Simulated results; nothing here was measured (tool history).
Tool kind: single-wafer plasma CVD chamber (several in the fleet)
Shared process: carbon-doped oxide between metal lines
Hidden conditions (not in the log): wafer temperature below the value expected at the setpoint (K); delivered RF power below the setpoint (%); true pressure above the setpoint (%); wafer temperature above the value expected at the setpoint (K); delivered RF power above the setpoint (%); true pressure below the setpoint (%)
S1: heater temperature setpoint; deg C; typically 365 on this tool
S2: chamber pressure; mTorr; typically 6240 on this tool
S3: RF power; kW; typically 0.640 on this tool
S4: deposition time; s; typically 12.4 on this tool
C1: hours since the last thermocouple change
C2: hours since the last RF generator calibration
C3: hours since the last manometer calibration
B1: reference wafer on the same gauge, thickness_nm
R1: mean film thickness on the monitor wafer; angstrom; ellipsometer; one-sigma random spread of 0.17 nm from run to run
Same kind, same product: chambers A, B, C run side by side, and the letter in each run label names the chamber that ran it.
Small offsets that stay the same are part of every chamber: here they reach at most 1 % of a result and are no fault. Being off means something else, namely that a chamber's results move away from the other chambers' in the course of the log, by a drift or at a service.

run   hour   S1    S2     S3    S4      C1      C2      C3      B1      R1
 1B    6.8  365  6240  0.640  12.4   429.0  1943.2  1226.6  77.769  739.88
      12.4  -- chamber A: capacitance manometer re-zeroed and calibrated
      17.0  -- chamber B: capacitance manometer re-zeroed and calibrated
 2C   17.8  365  6240  0.640  12.4  2115.1  1450.1  1314.7  77.799  732.52
 3A   27.8  365  6240  0.640  12.4   182.7   737.7    15.4  77.830  744.76
      32.7  -- chamber B: RF generator calibrated
 4A   35.9  365  6240  0.640  12.4   190.8   745.8    23.5  77.857  743.12
 5B   41.3  365  6240  0.640  12.4   463.5     8.6    24.4  77.798  744.39
 6C   50.8  365  6240  0.640  12.4  2148.1  1483.1  1347.7  77.796  733.01
 7B   62.6  365  6240  0.640  13.4   484.8    29.9    45.7  77.815  803.00
 8C   74.1  365  6240  0.640  13.4  2171.4  1506.4  1371.0  77.794  792.35
 9A   81.0  365  6240  0.640  13.4   235.9   790.9    68.6  77.807  797.32
10B   93.3  365  6240  0.640  12.4   515.5    60.6    76.4  77.756  741.17
11A   99.2  365  6240  0.640  12.4   254.1   809.1    86.8  77.841  735.68
12C  107.7  365  6240  0.640  12.4  2205.0  1540.0  1404.6  77.812  734.23
13C  113.6  365  6240  0.640  12.4  2210.9  1545.9  1410.5  77.777  736.16
14B  125.3  365  6240  0.640  12.4   547.5    92.6   108.4  77.811  738.30
15A  132.4  365  6240  0.640  12.4   287.3   842.3   120.0  77.792  733.59
16A  140.8  365  6240  0.640  12.4   295.7   850.7   128.4  77.810  733.91
     146.4  -- chamber C: capacitance manometer re-zeroed and calibrated
17B  150.2  365  6240  0.640  12.4   572.4   117.5   133.3  77.805  743.92
18C  157.1  365  6240  0.640  12.4  2254.4  1589.4    10.7  77.787  732.86
19C  163.6  365  6240  0.640  12.4  2260.9  1595.9    17.2  77.803  733.42
     165.7  -- chamber C: thermocouple changed; heater temperature recalibrated
20B  174.8  365  6240  0.640  12.4   597.0   142.1   157.9  77.842  741.92
21A  187.1  365  6240  0.640  12.4   342.0   897.0   174.7  77.790  730.15
22A  195.1  365  6240  0.640  12.4   350.0   905.0   182.7  77.798  729.76
23B  205.8  365  6240  0.640  12.4   628.0   173.1   188.9  77.807  743.48
24C  215.2  365  6240  0.640  12.4    49.6  1647.5    68.8  77.787  736.43
25B  223.0  365  6240  0.640  12.4   645.2   190.3   206.1  77.804  741.44
26C  234.6  365  6240  0.640  12.4    69.0  1666.9    88.2  77.818  733.52
27A  243.1  365  6240  0.640  12.4   398.0   953.0   230.7  77.786  726.34
28A  251.1  365  6240  0.640  12.4   406.0   961.0   238.7  77.820  723.62
29B  260.6  365  6240  0.640  12.4   682.8   227.9   243.7  77.814  740.45
30C  271.8  365  6240  0.640  12.4   106.2  1704.1   125.4  77.797  734.82

Is one chamber off against the others, does the gauge drift, or is nothing wrong? If a chamber is off, say which, and what the likeliest cause is.

Little by little, chamber A moves away from the other chambers.
Cause: delivered RF power below the setpoint (%) = 4.6.

Below are 4 candidate recipes for chamber A's next run, each the usual settings with a change, their results shown as question marks. Which of them brings A's results back in line with what the other chambers give on the usual settings?
In line means no further than this from the other chambers' mean on the usual settings: R1 5.90 angstrom
31A-1  280.6  365  6190  0.620  12.4                   ?
31A-2  280.6  364  6240  0.640  12.9                   ?
31A-3  280.6  365  6210  0.630  12.0                   ?
31A-4  280.6  365  6240  0.645  12.6                   ?

The other chambers' mean on the usual settings: R1 738.39 angstrom
  run      R1
31A-1  707.20
31A-2  752.09
31A-3  691.71
31A-4  736.56
31A-4 puts the chamber back in line with the other chambers.
